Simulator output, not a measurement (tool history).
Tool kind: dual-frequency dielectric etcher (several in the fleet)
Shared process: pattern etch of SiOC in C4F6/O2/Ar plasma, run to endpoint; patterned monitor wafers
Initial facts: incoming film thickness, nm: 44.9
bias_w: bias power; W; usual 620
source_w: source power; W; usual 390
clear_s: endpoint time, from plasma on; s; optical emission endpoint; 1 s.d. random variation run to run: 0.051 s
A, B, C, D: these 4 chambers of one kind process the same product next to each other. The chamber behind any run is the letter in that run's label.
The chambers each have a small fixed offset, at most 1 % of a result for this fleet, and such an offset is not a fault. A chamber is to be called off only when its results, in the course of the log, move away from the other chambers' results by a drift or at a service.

run	hour	bias_w	source_w	clear_s
1A	3.7	620	390	14.146
2B	10.0	620	390	14.209
3C	16.2	620	390	13.943
4D	19.9	620	390	14.173
5B	23.7	620	390	14.153
6A	29.0	620	390	13.940
7C	32.8	620	390	13.940
8D	39.0	620	390	14.172
9C	42.3	620	390	14.042
10B	48.5	620	390	14.186
11A	53.0	620	390	14.092
12D	56.8	620	390	14.290
13A	62.3	620	390	14.002
14B	68.0	620	390	14.190
15C	73.3	563	350	15.061
16D	79.9	563	350	15.376
17C	85.9	563	350	15.027
18D	89.5	563	350	15.328
19A	94.7	620	390	14.112
20B	100.4	620	390	14.124
21A	105.2	620	390	13.949
22D	112.4	620	390	14.185
23B	118.0	620	390	14.199
24C	123.6	620	390	13.910
25D	127.3	620	390	14.178
26C	133.0	620	390	13.872
27B	138.1	761	340	13.684
28A	144.0	761	340	13.610
29D	151.4	761	340	13.876
30B	158.4	761	340	13.696
31A	166.1	620	390	14.071
32C	169.7	620	390	13.709

The same settings go to every chamber for the next run, one line per chamber below. Forecast the results for each:
33A	175.2	620	310	?
33B	175.2	620	310	?
33C	175.2	620	310	?
33D	175.2	620	310	?

run	clear_s
33A	15.219
33B	15.331
33C	14.867
33D	15.376

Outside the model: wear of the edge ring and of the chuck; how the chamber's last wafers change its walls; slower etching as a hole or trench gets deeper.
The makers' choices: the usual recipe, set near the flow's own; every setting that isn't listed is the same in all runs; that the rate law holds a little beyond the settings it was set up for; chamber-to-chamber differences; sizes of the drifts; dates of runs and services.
